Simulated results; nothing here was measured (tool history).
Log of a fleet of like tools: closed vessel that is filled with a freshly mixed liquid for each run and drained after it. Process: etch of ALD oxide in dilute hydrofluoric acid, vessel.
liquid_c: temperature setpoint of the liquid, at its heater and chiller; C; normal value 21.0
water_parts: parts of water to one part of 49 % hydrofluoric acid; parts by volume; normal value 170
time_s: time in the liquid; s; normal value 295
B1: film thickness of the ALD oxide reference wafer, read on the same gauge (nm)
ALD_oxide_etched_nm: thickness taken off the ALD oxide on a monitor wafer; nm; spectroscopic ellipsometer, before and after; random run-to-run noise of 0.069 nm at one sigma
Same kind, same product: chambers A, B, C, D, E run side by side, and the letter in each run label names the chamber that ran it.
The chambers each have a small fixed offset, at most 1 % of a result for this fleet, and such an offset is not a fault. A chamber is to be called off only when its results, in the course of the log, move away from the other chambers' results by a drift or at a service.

Run 1D, hour 9.4: usual settings; B1 130.02. Result: ALD_oxide_etched_nm 15.8030 nm.
Run 2A, hour 16.5: usual settings; B1 129.97. Result: ALD_oxide_etched_nm 15.7810 nm.
Run 3E, hour 24.3: usual settings; B1 129.99. Result: ALD_oxide_etched_nm 15.6530 nm.
Run 4C, hour 32.5: usual settings; B1 129.99. Result: ALD_oxide_etched_nm 15.8150 nm.
Run 5B, hour 38.4: usual settings; B1 129.95. Result: ALD_oxide_etched_nm 15.6470 nm.
Run 6D, hour 48.9: usual settings; B1 130.01. Result: ALD_oxide_etched_nm 15.8210 nm.
Run 7E, hour 56.0: usual settings; B1 129.99. Result: ALD_oxide_etched_nm 15.7600 nm.
Run 8A, hour 67.5: usual settings; B1 129.99. Result: ALD_oxide_etched_nm 15.6760 nm.
Run 9B, hour 76.9: usual settings but liquid_c 17.5 C, water_parts 135 parts by volume; B1 129.97. Result: ALD_oxide_etched_nm 17.8620 nm.
Run 10C, hour 90.1: usual settings but liquid_c 17.5 C, water_parts 135 parts by volume; B1 129.99. Result: ALD_oxide_etched_nm 17.9570 nm.
Run 11C, hour 102.7: usual settings but liquid_c 17.5 C, water_parts 135 parts by volume; B1 129.99. Result: ALD_oxide_etched_nm 17.9710 nm.
Run 12B, hour 112.6: usual settings but liquid_c 17.5 C, water_parts 135 parts by volume; B1 129.96. Result: ALD_oxide_etched_nm 17.8050 nm.
Run 13E, hour 122.9: usual settings but liquid_c 17.5 C, water_parts 135 parts by volume; B1 129.96. Result: ALD_oxide_etched_nm 17.8140 nm.
Run 14D, hour 134.8: usual settings; B1 129.98. Result: ALD_oxide_etched_nm 15.7300 nm.
Run 15A, hour 147.1: usual settings; B1 130.03. Result: ALD_oxide_etched_nm 15.5830 nm.
At hour 149.6: chamber E: thermometer replaced.
Run 16C, hour 159.8: usual settings; B1 130.02. Result: ALD_oxide_etched_nm 15.7050 nm.
Run 17E, hour 172.3: usual settings; B1 129.98. Result: ALD_oxide_etched_nm 15.7140 nm.
Run 18B, hour 179.4: usual settings; B1 129.98. Result: ALD_oxide_etched_nm 15.7800 nm.
Run 19D, hour 185.7: usual settings; B1 129.98. Result: ALD_oxide_etched_nm 15.9210 nm.
Run 20A, hour 194.1: usual settings; B1 130.04. Result: ALD_oxide_etched_nm 15.7700 nm.
Run 21E, hour 204.6: usual settings; B1 130.02. Result: ALD_oxide_etched_nm 15.5900 nm.
Run 22C, hour 210.9: usual settings; B1 129.98. Result: ALD_oxide_etched_nm 15.6710 nm.
Run 23A, hour 218.4: usual settings; B1 130.01. Result: ALD_oxide_etched_nm 15.7630 nm.
Run 24D, hour 231.8: usual settings; B1 129.96. Result: ALD_oxide_etched_nm 16.0130 nm.
At hour 244.3: chamber A: hydrofluoric acid flow meter replaced.
Run 25B, hour 245.4: usual settings; B1 130.01. Result: ALD_oxide_etched_nm 15.7760 nm.
Run 26E, hour 252.4: usual settings; B1 129.99. Result: ALD_oxide_etched_nm 15.7370 nm.
Run 27A, hour 264.4: usual settings; B1 130.00. Result: ALD_oxide_etched_nm 15.6850 nm.
Run 28B, hour 276.3: usual settings; B1 129.99. Result: ALD_oxide_etched_nm 15.6760 nm.
At hour 285.5: chamber C: thermometer replaced.
Run 29C, hour 287.5: usual settings but water_parts 230 parts by volume, time_s 150 s; B1 129.97. Result: ALD_oxide_etched_nm 5.5411 nm.
Run 30D, hour 298.0: usual settings but water_parts 230 parts by volume, time_s 150 s; B1 129.94. Result: ALD_oxide_etched_nm 5.6728 nm.
Run 31C, hour 308.3: usual settings but water_parts 230 parts by volume, time_s 150 s; B1 129.99. Result: ALD_oxide_etched_nm 5.5218 nm.
Run 32B, hour 317.9: usual settings but water_parts 230 parts by volume, time_s 150 s; B1 130.06. Result: ALD_oxide_etched_nm 5.5875 nm.
Run 33A, hour 328.5: usual settings but water_parts 230 parts by volume, time_s 150 s; B1 130.02. Result: ALD_oxide_etched_nm 5.5673 nm.

What goes on in this fleet: one chamber off, a drifting gauge, or nothing beyond the chambers' own small offsets? Name the chamber and the cause, if any.

Chamber D drifts away from the others.
Likeliest cause: hydrofluoric acid flow above the setpoint (%) = 2.76.
The log might look much the same if the cause were instead: liquid hotter than its thermometer reads (K).

Which of the 4 candidates below, each the usual settings with something changed and its results left as question marks, puts chamber D back in line with what the other chambers give on the usual settings?
In-line tolerance around the mean of the other chambers on the usual settings: ALD_oxide_etched_nm 0.2400 nm
Run 34D-1, hour 338.4: usual settings but time_s 315 s. Result: ALD_oxide_etched_nm ?.
Run 34D-2, hour 338.4: usual settings but water_parts 175 parts by volume. Result: ALD_oxide_etched_nm ?.
Run 34D-3, hour 338.4: usual settings but time_s 305 s. Result: ALD_oxide_etched_nm ?.
Run 34D-4, hour 338.4: usual settings but water_parts 180 parts by volume. Result: ALD_oxide_etched_nm ?.

Other chambers, usual settings, mean: ALD_oxide_etched_nm 15.7210 nm
  run  ALD_oxide_etched_nm
34D-1              17.4530
34D-2              15.7890
34D-3              16.8980
34D-4              15.2670
The right change is 34D-2: it brings the chamber back within the allowed miss of the others.
